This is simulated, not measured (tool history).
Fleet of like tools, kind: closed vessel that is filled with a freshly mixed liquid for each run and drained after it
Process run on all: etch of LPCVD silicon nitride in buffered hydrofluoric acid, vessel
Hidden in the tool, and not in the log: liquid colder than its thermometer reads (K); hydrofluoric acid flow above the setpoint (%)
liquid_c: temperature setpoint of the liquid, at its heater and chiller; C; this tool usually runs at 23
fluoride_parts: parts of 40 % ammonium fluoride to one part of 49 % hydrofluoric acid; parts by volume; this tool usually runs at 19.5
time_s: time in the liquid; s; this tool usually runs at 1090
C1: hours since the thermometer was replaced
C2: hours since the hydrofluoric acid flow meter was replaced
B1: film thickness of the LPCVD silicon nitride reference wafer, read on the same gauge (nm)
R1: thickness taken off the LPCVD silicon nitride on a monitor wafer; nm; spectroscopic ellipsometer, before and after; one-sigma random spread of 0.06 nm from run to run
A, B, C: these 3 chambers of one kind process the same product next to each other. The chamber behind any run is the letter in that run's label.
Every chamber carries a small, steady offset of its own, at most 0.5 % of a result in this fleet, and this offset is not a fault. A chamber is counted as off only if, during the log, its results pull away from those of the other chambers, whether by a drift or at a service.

Run 1C, hour 10.6: usual settings; C1 450.3; C2 659.7; B1 150. Result: R1 7.1756 nm.
Run 2A, hour 17.4: usual settings; C1 1360.5; C2 1905.3; B1 149.99. Result: R1 7.3203 nm.
Run 3B, hour 24.6: usual settings; C1 669.2; C2 719.1; B1 149.98. Result: R1 7.1738 nm.
At hour 30.1: chamber B: hydrofluoric acid flow meter replaced.
Run 4A, hour 35.6: usual settings; C1 1378.7; C2 1923.5; B1 150. Result: R1 7.3772 nm.
Run 5B, hour 43.1: usual settings; C1 687.7; C2 13.1; B1 150. Result: R1 7.2171 nm.
Run 6C, hour 56.4: usual settings but liquid_c 26.5 C; C1 496.1; C2 705.5; B1 149.99. Result: R1 8.9425 nm.
Run 7B, hour 63.4: usual settings but liquid_c 26.5 C; C1 708; C2 33.4; B1 149.98. Result: R1 8.7212 nm.
At hour 64.1: chamber A: hydrofluoric acid flow meter replaced.
Run 8C, hour 72.1: usual settings but liquid_c 26.5 C; C1 511.8; C2 721.2; B1 150.01. Result: R1 8.692 nm.
Run 9A, hour 80.4: usual settings but time_s 895 s; C1 1423.5; C2 16.4; B1 150.01. Result: R1 5.9331 nm.
Run 10B, hour 91.3: usual settings but time_s 895 s; C1 735.9; C2 61.3; B1 150. Result: R1 5.9036 nm.
Run 11A, hour 104.1: usual settings but time_s 895 s; C1 1447.2; C2 40.1; B1 150.01. Result: R1 5.919 nm.
Run 12C, hour 114.3: usual settings; C1 554; C2 763.4; B1 150.01. Result: R1 7.2483 nm.
Run 13C, hour 125.7: usual settings; C1 565.4; C2 774.8; B1 150.01. Result: R1 7.2921 nm.
Run 14A, hour 132.1: usual settings; C1 1475.2; C2 68.1; B1 150.02. Result: R1 7.0501 nm.
Run 15B, hour 144.1: usual settings; C1 788.7; C2 114.1; B1 149.96. Result: R1 7.2819 nm.
Run 16B, hour 154.1: usual settings but liquid_c 24.5 C, time_s 1555 s; C1 798.7; C2 124.1; B1 149.97. Result: R1 11.207 nm.
Run 17A, hour 163.8: usual settings but liquid_c 24.5 C, time_s 1555 s; C1 1506.9; C2 99.8; B1 150. Result: R1 10.786 nm.
Run 18C, hour 177.5: usual settings but liquid_c 24.5 C, time_s 1555 s; C1 617.2; C2 826.6; B1 150. Result: R1 11.172 nm.
Run 19A, hour 190.6: usual settings; C1 1533.7; C2 126.6; B1 150.01. Result: R1 6.9071 nm.
Run 20C, hour 197.6: usual settings; C1 637.3; C2 846.7; B1 149.99. Result: R1 7.2027 nm.
Run 21B, hour 206.8: usual settings but fluoride_parts 12.5 parts by volume; C1 851.4; C2 176.8; B1 149.98. Result: R1 11.248 nm.
Run 22C, hour 220.9: usual settings but fluoride_parts 12.5 parts by volume; C1 660.6; C2 870; B1 150.01. Result: R1 11.249 nm.
Run 23A, hour 232.6: usual settings but fluoride_parts 12.5 parts by volume; C1 1575.7; C2 168.6; B1 150.02. Result: R1 10.464 nm.
Run 24B, hour 246.2: usual settings; C1 890.8; C2 216.2; B1 150.02. Result: R1 7.31 nm.
Run 25B, hour 258.6: usual settings; C1 903.2; C2 228.6; B1 149.99. Result: R1 7.2257 nm.
Run 26A, hour 272.5: usual settings; C1 1615.6; C2 208.5; B1 150. Result: R1 6.7075 nm.
Run 27C, hour 285.1: usual settings but liquid_c 26.5 C, fluoride_parts 14 parts by volume; C1 724.8; C2 934.2; B1 149.98. Result: R1 12.155 nm.
Run 28B, hour 296: usual settings but liquid_c 26.5 C, fluoride_parts 14 parts by volume; C1 940.6; C2 266; B1 150.02. Result: R1 12.017 nm.
Run 29A, hour 307.2: usual settings but liquid_c 26.5 C, fluoride_parts 14 parts by volume; C1 1650.3; C2 243.2; B1 150.02. Result: R1 11.381 nm.
Run 30C, hour 318: usual settings; C1 757.7; C2 967.1; B1 150.01. Result: R1 7.2946 nm.

Next, every chamber runs the same settings. What will each give?
Run 31A, hour 328.1: usual settings. Result: R1 ?.
Run 31B, hour 328.1: usual settings. Result: R1 ?.
Run 31C, hour 328.1: usual settings. Result: R1 ?.

run      R1
31A  6.7654
31B   7.199
31C  7.3335

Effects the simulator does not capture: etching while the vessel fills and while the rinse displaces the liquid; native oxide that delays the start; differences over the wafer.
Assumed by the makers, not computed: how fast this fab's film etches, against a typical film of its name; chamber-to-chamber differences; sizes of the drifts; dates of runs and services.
